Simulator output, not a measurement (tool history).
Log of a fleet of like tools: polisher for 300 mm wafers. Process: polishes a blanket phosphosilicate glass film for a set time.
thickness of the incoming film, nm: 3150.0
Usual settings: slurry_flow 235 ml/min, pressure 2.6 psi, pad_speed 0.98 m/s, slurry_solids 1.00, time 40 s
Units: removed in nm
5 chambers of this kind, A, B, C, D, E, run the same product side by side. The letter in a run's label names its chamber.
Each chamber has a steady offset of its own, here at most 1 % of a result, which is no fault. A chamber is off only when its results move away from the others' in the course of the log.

run   hour  slurry_flow  pressure  pad_speed  slurry_solids  time  wafers polished on this pad  hours since the slurry nozzle was cleaned  hours since the head pressure was calibrated  hours since the slurry blender was calibrated  hours since the conditioning disc was replaced  removed
 1B    7.0          235       2.6       0.98           1.00    40                          539                                      214.6                                         472.6                                          118.8                                            49.7   284.57
       9.6  -- chamber C: conditioning disc replaced and pad reconditioned
      13.4  -- chamber C: worn pad replaced by a new one
 2C   18.1          235       2.6       0.98           1.00    40                           75                                      683.9                                         236.9                                          124.8                                             8.5   276.19
 3A   30.8          235       2.6       0.98           1.00    40                          811                                      244.2                                         178.3                                          326.5                                            34.3   277.49
      39.9  -- chamber D: worn pad replaced by a new one
 4E   40.9          235       2.6       0.98           1.00    40                         1331                                      302.7                                         358.5                                          265.6                                           366.0   275.38
      41.0  -- chamber E: worn pad replaced by a new one
      42.2  -- chamber E: slurry blender recalibrated
      51.1  -- chamber B: worn pad replaced by a new one
 5D   52.0          235       2.6       0.98           1.00    40                          192                                      201.9                                         440.0                                           92.1                                            75.6   280.05
      57.6  -- chamber E: conditioning disc replaced and pad reconditioned
      61.5  -- chamber A: worn pad replaced by a new one
 6D   64.2          235       2.6       1.18           0.85    40                          385                                      214.1                                         452.2                                          104.3                                            87.8   300.62
 7B   74.5          235       2.6       1.18           0.85    40                          370                                      282.1                                         540.1                                          186.3                                           117.2   302.49
      75.7  -- chamber B: slurry blender recalibrated
 8A   85.3          235       2.6       1.18           0.85    40                          377                                      298.7                                         232.8                                          381.0                                            88.8   299.19
      87.3  -- chamber D: slurry blender recalibrated
      91.0  -- chamber C: worn pad replaced by a new one
 9E   92.7          235       2.6       1.18           0.85    40                          819                                      354.5                                         410.3                                           50.5                                            35.1   300.65
      92.9  -- chamber D: slurry nozzle cleaned
      93.1  -- chamber B: head pressure recalibrated
10C   99.7          235       2.6       1.18           0.85    40                          138                                      765.5                                         318.5                                          206.4                                            90.1   295.52
11B  105.2          235       2.6       0.98           1.00    40                          856                                      312.8                                          12.2                                           29.6                                           147.9   282.33
     107.7  -- chamber B: conditioning disc replaced and pad reconditioned
     110.2  -- chamber D: worn pad replaced by a new one
     112.6  -- chamber C: slurry nozzle cleaned
     116.4  -- chamber A: slurry nozzle cleaned
12C  116.5          235       2.6       0.98           1.00    40                          404                                        3.9                                         335.3                                          223.2                                           106.9   279.53
     117.2  -- chamber E: head pressure recalibrated
13A  125.9          235       2.6       0.98           1.00    40                         1020                                        9.5                                         273.4                                          421.6                                           129.4   277.64
     129.5  -- chamber E: worn pad replaced by a new one
     134.6  -- chamber B: worn pad replaced by a new one
14E  135.7          235       2.6       0.98           1.00    40                           99                                      397.5                                          18.5                                           93.5                                            78.1   280.87
15D  141.8          235       2.6       0.98           1.00    40                          500                                       49.0                                         529.8                                           54.5                                           165.4   278.94
16A  151.5          235       2.6       0.98           1.00    40                         1425                                       35.1                                         299.0                                          447.2                                           155.0   276.97
17B  160.1          235       2.6       0.98           1.00    40                          405                                      367.7                                          67.1                                           84.5                                            52.4   281.20
     161.9  -- chamber C: worn pad replaced by a new one
     163.9  -- chamber A: worn pad replaced by a new one
18C  170.2          235       2.6       0.98           1.00    40                          131                                       57.6                                         389.0                                          276.9                                           160.6   275.96
19E  181.7          160       2.6       1.10           1.00    40                          827                                      443.5                                          64.5                                          139.5                                           124.1   290.59
     182.8  -- chamber A: conditioning disc replaced and pad reconditioned
     189.2  -- chamber D: worn pad replaced by a new one
20D  193.8          160       2.6       1.10           1.00    40                           74                                      101.0                                         581.8                                          106.5                                           217.4   299.95
     198.9  -- chamber B: worn pad replaced by a new one
21C  199.4          160       2.6       1.10           1.00    40                          594                                       86.8                                         418.2                                          306.1                                           189.8   291.86
22E  210.8          160       2.6       1.10           1.00    40                         1288                                      472.6                                          93.6                                          168.6                                           153.2   292.68
     217.7  -- chamber B: slurry blender recalibrated
23D  218.0          160       2.6       1.10           1.00    40                          457                                      125.2                                         606.0                                          130.7                                           241.6   296.12
     221.5  -- chamber E: worn pad replaced by a new one
     223.8  -- chamber D: conditioning disc replaced and pad reconditioned
24B  224.8          235       2.6       0.98           1.00    40                          410                                      432.4                                         131.8                                            7.1                                           117.1   280.97
     225.4  -- chamber D: slurry blender recalibrated
     227.3  -- chamber A: slurry blender recalibrated
     230.1  -- chamber C: worn pad replaced by a new one
25A  236.2          235       2.6       0.98           0.75    40                         1145                                      119.8                                         383.7                                            9.0                                            53.5   241.86
26A  244.6          235       2.6       0.98           0.75    40                         1278                                      128.2                                         392.1                                           17.4                                            61.9   241.96
     252.6  -- chamber E: slurry blender recalibrated
27E  252.9          235       2.6       0.98           0.75    40                          498                                      514.7                                         135.7                                            0.4                                           195.3   244.65
     254.7  -- chamber B: conditioning disc replaced and pad reconditioned
     262.9  -- chamber A: worn pad replaced by a new one
28C  263.7          235       2.6       0.98           0.75    40                          533                                      151.1                                         482.5                                          370.4                                           254.1   238.96
     269.9  -- chamber D: worn pad replaced by a new one
29D  276.2          235       2.6       0.98           0.75    40                          100                                      183.4                                         664.2                                           50.8                                            52.4   250.93
     280.6  -- chamber B: worn pad replaced by a new one
30B  288.0          235       2.6       1.28           1.15    40                          117                                      495.6                                         195.0                                           70.3                                            33.3   373.36
     294.5  -- chamber C: conditioning disc replaced and pad reconditioned
31D  296.1          235       2.6       1.28           1.15    40                          415                                      203.3                                         684.1                                           70.7                                            72.3   377.34
     299.2  -- chamber C: worn pad replaced by a new one
32B  303.2          235       2.6       1.28           1.15    40                          358                                      510.8                                         210.2                                           85.5                                            48.5   369.94
     304.5  -- chamber E: worn pad replaced by a new one
33C  309.7          235       2.6       1.28           1.15    40                          167                                      197.1                                         528.5                                          416.4                                            15.2   364.28
     317.5  -- chamber E: slurry nozzle cleaned
34E  319.1          235       2.6       1.28           1.15    40                          232                                        1.6                                         201.9                                           66.6                                           261.5   372.02
35A  331.7          235       2.3       0.98           1.00    27                         1090                                      215.3                                         479.2                                          104.5                                           149.0   165.43
36A  342.8          235       2.3       0.98           1.00    27                         1266                                      226.4                                         490.3                                          115.6                                           160.1   165.19
     350.7  -- chamber B: worn pad replaced by a new one
37E  354.0          235       2.3       0.98           1.00    27                          784                                       36.5                                         236.8                                          101.5                                           296.4   165.36
38B  363.2          235       2.3       0.98           1.00    27                          198                                      570.8                                         270.2                                          145.5                                           108.5   166.13

Is one chamber off against the others, does the gauge drift, or is nothing wrong? If a chamber is off, say which, and what the likeliest cause is.

Chamber D drifts away from the others.
Cause: head's pressure above its setpoint, % = 5.34.

Here are 4 candidates for chamber D's next run, each the usual settings with a change, their results left as question marks. Which one brings its results back in line with what the others give on the usual settings?
In line means no further than this from the other chambers' mean on the usual settings: removed 7.60 nm
39D-1  372.4          255       2.6       0.98           1.25    40                                                                                                                                                                                                                             ?
39D-2  372.4          235       2.7       1.00           1.00    40                                                                                                                                                                                                                             ?
39D-3  372.4          235       2.5       0.96           1.00    38                                                                                                                                                                                                                             ?
39D-4  372.4          235       2.5       0.98           1.00    39                                                                                                                                                                                                                             ?

The other chambers' mean on the usual settings: removed 278.18 nm
  run  removed
39D-1   326.75
39D-2   310.38
39D-3   264.46
39D-4   275.94
39D-4 brings the chamber back in line.

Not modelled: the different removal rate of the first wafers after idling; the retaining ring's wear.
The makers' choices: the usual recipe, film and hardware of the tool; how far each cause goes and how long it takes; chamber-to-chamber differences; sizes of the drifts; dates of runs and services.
